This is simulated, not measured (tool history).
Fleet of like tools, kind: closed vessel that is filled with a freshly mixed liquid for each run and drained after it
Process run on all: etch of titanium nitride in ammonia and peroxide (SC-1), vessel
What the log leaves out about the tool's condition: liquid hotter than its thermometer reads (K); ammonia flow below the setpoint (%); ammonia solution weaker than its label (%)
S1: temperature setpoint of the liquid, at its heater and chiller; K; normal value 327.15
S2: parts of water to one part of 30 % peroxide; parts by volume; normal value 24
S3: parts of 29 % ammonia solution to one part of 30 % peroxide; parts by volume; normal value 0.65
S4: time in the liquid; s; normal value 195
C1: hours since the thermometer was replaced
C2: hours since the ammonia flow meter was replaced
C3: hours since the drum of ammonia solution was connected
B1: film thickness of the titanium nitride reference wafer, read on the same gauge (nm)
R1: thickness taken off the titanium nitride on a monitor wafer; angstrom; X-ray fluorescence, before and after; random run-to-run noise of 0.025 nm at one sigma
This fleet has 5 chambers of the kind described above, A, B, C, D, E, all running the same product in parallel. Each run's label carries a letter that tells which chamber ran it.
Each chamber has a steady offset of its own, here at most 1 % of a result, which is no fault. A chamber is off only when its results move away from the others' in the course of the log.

run,hour,S1,S2,S3,S4,C1,C2,C3,B1,R1
1E,4.9,327.15,24,0.65,195,663.9,63.4,112.3,140.03,77.272
2C,10.8,327.15,24,0.65,195,777.2,1256.4,38.6,139.98,78.256
3B,17.4,327.15,24,0.65,195,1944,700.6,152.9,140.01,77.405
4D,21.9,327.15,24,0.65,195,576,295.8,126.4,140,77.651
5A,28,327.15,24,0.65,195,536.7,143.9,800.6,140,77.116
6B,33.3,327.15,24,0.65,195,1959.9,716.5,168.8,139.99,77.493
7E,39.3,327.15,24,0.65,195,698.3,97.8,146.7,139.99,77.37
8A,43.3,327.15,24,0.65,195,552,159.2,815.9,140,77.92
9D,48.5,327.15,24,0.65,195,602.6,322.4,153,139.96,78.141
10C,54.3,327.15,24,0.65,195,820.7,1299.9,82.1,140.04,77.933
11C,60,327.15,24,0.65,195,826.4,1305.6,87.8,140.01,78.086
12B,65.1,327.15,24,0.65,195,1991.7,748.3,200.6,139.99,77.764
13A,71.6,327.15,24,0.65,195,580.3,187.5,844.2,139.98,78.196
# hour 74: chamber D: ammonia flow meter replaced
14D,77,327.15,19,0.65,195,631.1,3,181.5,140.03,88.777
15E,82.5,327.15,19,0.65,195,741.5,141,189.9,139.99,88.061
16A,86.2,327.15,19,0.65,195,594.9,202.1,858.8,140.01,89.583
17D,89.9,327.15,19,0.65,195,644,15.9,194.4,139.97,88.813
18B,94.5,327.15,19,0.65,195,2021.1,777.7,230,140.02,88.069
19C,98.9,327.15,24,0.65,195,865.3,1344.5,126.7,139.98,77.899
20E,103.5,327.15,24,0.65,195,762.5,162,210.9,140.03,77.764
21B,110.1,327.15,24,0.65,195,2036.7,793.3,245.6,139.97,77.753
22D,116.1,327.15,24,0.65,195,670.2,42.1,220.6,140.02,78.035
23A,121.6,327.15,24,0.65,195,630.3,237.5,894.2,139.97,78.908
24C,127.8,327.15,24,0.55,195,894.2,1373.4,155.6,140.02,75.758
25E,130.9,327.15,24,0.55,195,789.9,189.4,238.3,140,75.165
26D,136.3,327.15,24,0.55,195,690.4,62.3,240.8,139.99,75.146
# hour 139.6: chamber A: new drum of ammonia solution connected
# hour 142.1: chamber E: thermometer replaced
27B,142.6,327.15,24,0.55,195,2069.2,825.8,278.1,139.99,74.427
28E,148.1,327.15,24,0.55,195,6.1,206.6,255.5,140.01,75.277
29C,151.8,327.15,24,0.65,195,918.2,1397.4,179.6,140.05,78.407
30A,156.4,327.15,24,0.65,195,665.1,272.3,16.9,140.02,80.218
31A,159.5,327.15,24,0.65,195,668.2,275.4,20,140,80.159

Is one chamber out of step, is the gauge drifting, or do the chambers differ by no more than their own small offsets? For an off chamber, give its letter and the likeliest cause.

It is chamber A that slowly wanders off from its peers.
Most likely cause: liquid hotter than its thermometer reads (K) = 0.588.

Here are 4 candidates for chamber A's next run, each the usual settings with a change, their results left as question marks. Which one brings its results back in line with what the others give on the usual settings?
To be in line, a result may differ from the other chambers' mean on the usual settings by at most: R1 0.89 angstrom
32A-1,164.5,327.15,24.5,0.65,195,,,,,?
32A-2,164.5,327.15,25.5,0.65,195,,,,,?
32A-3,164.5,327.15,22.5,0.65,195,,,,,?
32A-4,164.5,327.15,23.5,0.65,195,,,,,?

The mean the other chambers reach with the usual settings: R1 77.748 angstrom
run,R1
32A-1,79.425
32A-2,77.662
32A-3,83.297
32A-4,81.3
32A-2 brings the chamber back in line.
